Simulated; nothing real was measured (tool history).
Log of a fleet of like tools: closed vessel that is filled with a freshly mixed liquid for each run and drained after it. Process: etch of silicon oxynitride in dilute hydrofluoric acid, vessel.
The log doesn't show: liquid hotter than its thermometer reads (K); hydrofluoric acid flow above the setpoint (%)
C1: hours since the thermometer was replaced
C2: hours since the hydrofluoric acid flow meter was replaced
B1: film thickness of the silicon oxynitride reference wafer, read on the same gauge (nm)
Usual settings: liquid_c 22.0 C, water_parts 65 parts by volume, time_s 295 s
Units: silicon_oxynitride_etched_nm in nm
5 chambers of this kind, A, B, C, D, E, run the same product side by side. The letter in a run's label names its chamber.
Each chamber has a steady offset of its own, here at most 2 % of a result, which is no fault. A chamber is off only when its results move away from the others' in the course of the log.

run 1B day=0.142 | liquid_c=22.0 water_parts=65 time_s=295 | C1=413.5 C2=86.7 | B1=50.036 | silicon_oxynitride_etched_nm=14.1080
run 2E day=0.288 | liquid_c=22.0 water_parts=65 time_s=295 | C1=1345.6 C2=1824.8 | B1=50.033 | silicon_oxynitride_etched_nm=13.9940
run 3C day=0.375 | liquid_c=22.0 water_parts=65 time_s=295 | C1=27.2 C2=364.3 | B1=49.993 | silicon_oxynitride_etched_nm=14.1090
run 4D day=0.554 | liquid_c=22.0 water_parts=65 time_s=295 | C1=892.6 C2=416.6 | B1=49.980 | silicon_oxynitride_etched_nm=14.5070
run 5A day=0.742 | liquid_c=22.0 water_parts=65 time_s=295 | C1=644.0 C2=803.7 | B1=50.013 | silicon_oxynitride_etched_nm=14.0450
run 6D day=0.871 | liquid_c=25.5 water_parts=65 time_s=230 | C1=900.2 C2=424.2 | B1=49.976 | silicon_oxynitride_etched_nm=13.1980
run 7C day=0.967 | liquid_c=25.5 water_parts=65 time_s=230 | C1=41.4 C2=378.5 | B1=49.995 | silicon_oxynitride_etched_nm=13.0720
-- day=0.988 chamber D: hydrofluoric acid flow meter replaced
run 8A day=1.088 | liquid_c=25.5 water_parts=65 time_s=230 | C1=652.3 C2=812.0 | B1=50.031 | silicon_oxynitride_etched_nm=12.9390
run 9E day=1.204 | liquid_c=25.5 water_parts=65 time_s=230 | C1=1367.6 C2=1846.8 | B1=50.000 | silicon_oxynitride_etched_nm=13.1040
run 10B day=1.346 | liquid_c=25.5 water_parts=65 time_s=230 | C1=442.4 C2=115.6 | B1=49.991 | silicon_oxynitride_etched_nm=13.2140
run 11A day=1.429 | liquid_c=22.0 water_parts=90 time_s=295 | C1=660.5 C2=820.2 | B1=50.000 | silicon_oxynitride_etched_nm=9.9248
run 12B day=1.517 | liquid_c=22.0 water_parts=90 time_s=295 | C1=446.5 C2=119.7 | B1=50.024 | silicon_oxynitride_etched_nm=10.0560
run 13C day=1.604 | liquid_c=22.0 water_parts=90 time_s=295 | C1=56.7 C2=393.8 | B1=50.017 | silicon_oxynitride_etched_nm=9.8172
run 14E day=1.738 | liquid_c=22.0 water_parts=90 time_s=295 | C1=1380.4 C2=1859.6 | B1=49.967 | silicon_oxynitride_etched_nm=10.1030
run 15D day=1.846 | liquid_c=22.0 water_parts=90 time_s=295 | C1=923.6 C2=20.7 | B1=50.006 | silicon_oxynitride_etched_nm=10.0270
run 16A day=1.971 | liquid_c=22.0 water_parts=65 time_s=295 | C1=673.5 C2=833.2 | B1=50.019 | silicon_oxynitride_etched_nm=13.9260
run 17C day=2.138 | liquid_c=22.0 water_parts=65 time_s=295 | C1=69.5 C2=406.6 | B1=49.992 | silicon_oxynitride_etched_nm=14.0720
run 18B day=2.246 | liquid_c=22.0 water_parts=65 time_s=295 | C1=464.0 C2=137.2 | B1=49.982 | silicon_oxynitride_etched_nm=14.3220
run 19D day=2.375 | liquid_c=22.0 water_parts=65 time_s=295 | C1=936.3 C2=33.4 | B1=49.972 | silicon_oxynitride_etched_nm=14.4040
run 20E day=2.512 | liquid_c=22.0 water_parts=65 time_s=295 | C1=1399.0 C2=1878.2 | B1=50.022 | silicon_oxynitride_etched_nm=14.2660
run 21D day=2.688 | liquid_c=22.0 water_parts=65 time_s=295 | C1=943.8 C2=40.9 | B1=49.981 | silicon_oxynitride_etched_nm=14.4550
run 22C day=2.833 | liquid_c=22.0 water_parts=65 time_s=295 | C1=86.2 C2=423.3 | B1=50.035 | silicon_oxynitride_etched_nm=14.0560
run 23E day=2.917 | liquid_c=26.0 water_parts=65 time_s=295 | C1=1408.7 C2=1887.9 | B1=50.003 | silicon_oxynitride_etched_nm=17.5350
run 24A day=3.038 | liquid_c=26.0 water_parts=65 time_s=295 | C1=699.1 C2=858.8 | B1=49.977 | silicon_oxynitride_etched_nm=16.8100
-- day=3.083 chamber D: thermometer replaced
run 25B day=3.200 | liquid_c=26.0 water_parts=65 time_s=295 | C1=486.9 C2=160.1 | B1=49.969 | silicon_oxynitride_etched_nm=17.3770
run 26E day=3.300 | liquid_c=26.0 water_parts=65 time_s=295 | C1=1417.9 C2=1897.1 | B1=50.022 | silicon_oxynitride_etched_nm=17.0170
run 27D day=3.454 | liquid_c=26.0 water_parts=65 time_s=295 | C1=9.0 C2=59.3 | B1=50.033 | silicon_oxynitride_etched_nm=17.2800
run 28B day=3.625 | liquid_c=22.0 water_parts=90 time_s=295 | C1=497.1 C2=170.3 | B1=50.044 | silicon_oxynitride_etched_nm=9.9368
run 29C day=3.788 | liquid_c=22.0 water_parts=90 time_s=295 | C1=109.1 C2=446.2 | B1=49.990 | silicon_oxynitride_etched_nm=9.9270
run 30A day=3.908 | liquid_c=22.0 water_parts=90 time_s=295 | C1=720.0 C2=879.7 | B1=49.993 | silicon_oxynitride_etched_nm=9.9508
run 31C day=4.088 | liquid_c=22.0 water_parts=90 time_s=295 | C1=116.3 C2=453.4 | B1=50.032 | silicon_oxynitride_etched_nm=10.0100

Is one chamber off against the others, does the gauge drift, or is nothing wrong? If a chamber is off, say which, and what the likeliest cause is.

No chamber stands off beyond its own small offset, and the gauge holds steady.
